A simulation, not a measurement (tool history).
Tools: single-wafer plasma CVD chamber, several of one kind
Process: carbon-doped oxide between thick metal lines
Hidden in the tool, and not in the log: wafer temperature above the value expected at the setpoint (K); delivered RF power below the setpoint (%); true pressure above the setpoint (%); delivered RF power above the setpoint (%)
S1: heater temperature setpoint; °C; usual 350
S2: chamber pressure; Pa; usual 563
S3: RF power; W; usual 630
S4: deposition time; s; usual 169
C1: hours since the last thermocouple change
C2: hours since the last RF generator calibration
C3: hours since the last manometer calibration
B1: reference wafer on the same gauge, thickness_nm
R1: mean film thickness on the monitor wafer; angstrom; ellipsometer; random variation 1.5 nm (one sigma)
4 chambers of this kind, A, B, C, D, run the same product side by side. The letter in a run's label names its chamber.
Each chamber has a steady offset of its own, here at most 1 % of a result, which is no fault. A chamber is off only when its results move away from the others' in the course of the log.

| run | hour | S1 | S2 | S3 | S4 | C1 | C2 | C3 | B1 | R1 |
|---|---|---|---|---|---|---|---|---|---|---|
| 1C | 9.7 | 350 | 563 | 630 | 169 | 641.9 | 1393.7 | 1392.6 | 996.83 | 9452.1 |
| 2D | 17.3 | 350 | 563 | 630 | 169 | 66.4 | 281.2 | 1384.7 | 996.90 | 9545.9 |
|  | 19.9 | chamber B: RF generator calibrated |
| 3B | 28.6 | 350 | 563 | 630 | 169 | 2658.0 | 8.8 | 946.2 | 996.85 | 9564.5 |
| 4A | 43.6 | 350 | 563 | 630 | 169 | 1249.0 | 2103.2 | 986.3 | 996.24 | 9485.7 |
| 5C | 51.5 | 350 | 563 | 630 | 169 | 683.7 | 1435.5 | 1434.4 | 995.98 | 9458.8 |
| 6D | 58.8 | 350 | 563 | 630 | 169 | 107.9 | 322.7 | 1426.2 | 996.06 | 9553.7 |
| 7A | 68.7 | 350 | 563 | 630 | 169 | 1274.1 | 2128.3 | 1011.4 | 996.10 | 9492.7 |
| 8B | 78.7 | 350 | 563 | 630 | 169 | 2708.1 | 58.9 | 996.3 | 996.28 | 9550.7 |
| 9A | 86.9 | 350 | 563 | 630 | 169 | 1292.3 | 2146.5 | 1029.6 | 996.20 | 9503.6 |
| 10C | 94.6 | 350 | 563 | 630 | 169 | 726.8 | 1478.6 | 1477.5 | 995.82 | 9446.6 |
| 11D | 106.3 | 350 | 563 | 630 | 169 | 155.4 | 370.2 | 1473.7 | 995.58 | 9559.8 |
| 12B | 120.3 | 350 | 563 | 630 | 169 | 2749.7 | 100.5 | 1037.9 | 995.54 | 9577.6 |
| 13B | 134.6 | 350 | 563 | 630 | 169 | 2764.0 | 114.8 | 1052.2 | 994.70 | 9554.7 |
| 14D | 145.4 | 350 | 563 | 630 | 169 | 194.5 | 409.3 | 1512.8 | 995.08 | 9555.8 |
|  | 156.8 | chamber C: capacitance manometer re-zeroed and calibrated |
| 15A | 158.1 | 350 | 563 | 630 | 169 | 1363.5 | 2217.7 | 1100.8 | 994.83 | 9492.0 |
|  | 160.3 | chamber D: capacitance manometer re-zeroed and calibrated |
|  | 165.1 | chamber B: thermocouple changed; heater temperature recalibrated |
| 16C | 171.9 | 350 | 563 | 630 | 169 | 804.1 | 1555.9 | 15.1 | 994.35 | 9435.7 |
| 17D | 181.4 | 350 | 563 | 630 | 169 | 230.5 | 445.3 | 21.2 | 993.85 | 9518.9 |
|  | 187.1 | chamber C: RF generator calibrated |
| 18B | 192.0 | 350 | 563 | 690 | 138 | 26.9 | 172.2 | 1109.6 | 993.89 | 8266.8 |
| 19C | 202.4 | 350 | 563 | 690 | 138 | 834.6 | 15.3 | 45.6 | 993.57 | 8103.5 |
| 20A | 211.3 | 350 | 563 | 690 | 138 | 1416.7 | 2270.9 | 1154.0 | 993.48 | 8153.9 |
| 21D | 226.9 | 350 | 563 | 690 | 138 | 276.0 | 490.8 | 66.7 | 993.75 | 8205.5 |
| 22A | 239.1 | 350 | 563 | 630 | 169 | 1444.5 | 2298.7 | 1181.8 | 993.16 | 9472.1 |
| 23C | 249.7 | 350 | 563 | 630 | 169 | 881.9 | 62.6 | 92.9 | 993.44 | 9432.4 |
| 24B | 260.3 | 350 | 563 | 630 | 169 | 95.2 | 240.5 | 1177.9 | 992.79 | 9547.9 |
| 25D | 271.2 | 350 | 563 | 630 | 169 | 320.3 | 535.1 | 111.0 | 993.27 | 9520.0 |
| 26B | 284.4 | 350 | 563 | 630 | 169 | 119.3 | 264.6 | 1202.0 | 992.54 | 9594.8 |
| 27A | 292.4 | 350 | 563 | 630 | 169 | 1497.8 | 2352.0 | 1235.1 | 992.99 | 9448.3 |
| 28C | 305.0 | 350 | 563 | 630 | 169 | 937.2 | 117.9 | 148.2 | 992.22 | 9411.6 |
| 29B | 313.3 | 350 | 563 | 630 | 169 | 148.2 | 293.5 | 1230.9 | 992.06 | 9553.1 |
| 30A | 326.6 | 350 | 563 | 630 | 169 | 1532.0 | 2386.2 | 1269.3 | 991.93 | 9481.9 |
| 31C | 335.6 | 364 | 563 | 720 | 169 | 967.8 | 148.5 | 178.8 | 991.77 | 9847.3 |
| 32D | 342.9 | 364 | 563 | 720 | 169 | 392.0 | 606.8 | 182.7 | 991.72 | 9966.6 |
| 33B | 350.8 | 364 | 563 | 720 | 169 | 185.7 | 331.0 | 1268.4 | 991.69 | 10006.0 |
| 34A | 361.1 | 364 | 563 | 720 | 169 | 1566.5 | 2420.7 | 1303.8 | 991.21 | 9878.3 |
| 35C | 371.6 | 350 | 563 | 630 | 169 | 1003.8 | 184.5 | 214.8 | 991.18 | 9396.9 |
| 36D | 385.7 | 350 | 563 | 630 | 169 | 434.8 | 649.6 | 225.5 | 990.77 | 9487.9 |
| 37A | 393.3 | 342 | 685 | 630 | 169 | 1598.7 | 2452.9 | 1336.0 | 991.18 | 9952.7 |
| 38D | 405.0 | 342 | 685 | 630 | 169 | 454.1 | 668.9 | 244.8 | 991.35 | 9967.2 |
| 39B | 417.5 | 342 | 685 | 630 | 169 | 252.4 | 397.7 | 1335.1 | 990.38 | 10071.0 |

What goes on in this fleet: one chamber off, a drifting gauge, or nothing beyond the chambers' own small offsets? Name the chamber and the cause, if any.

The gauge drifts, so all chambers seem to drift together. No chamber is off.
Cause: gauge reads low (%) = 0.666.
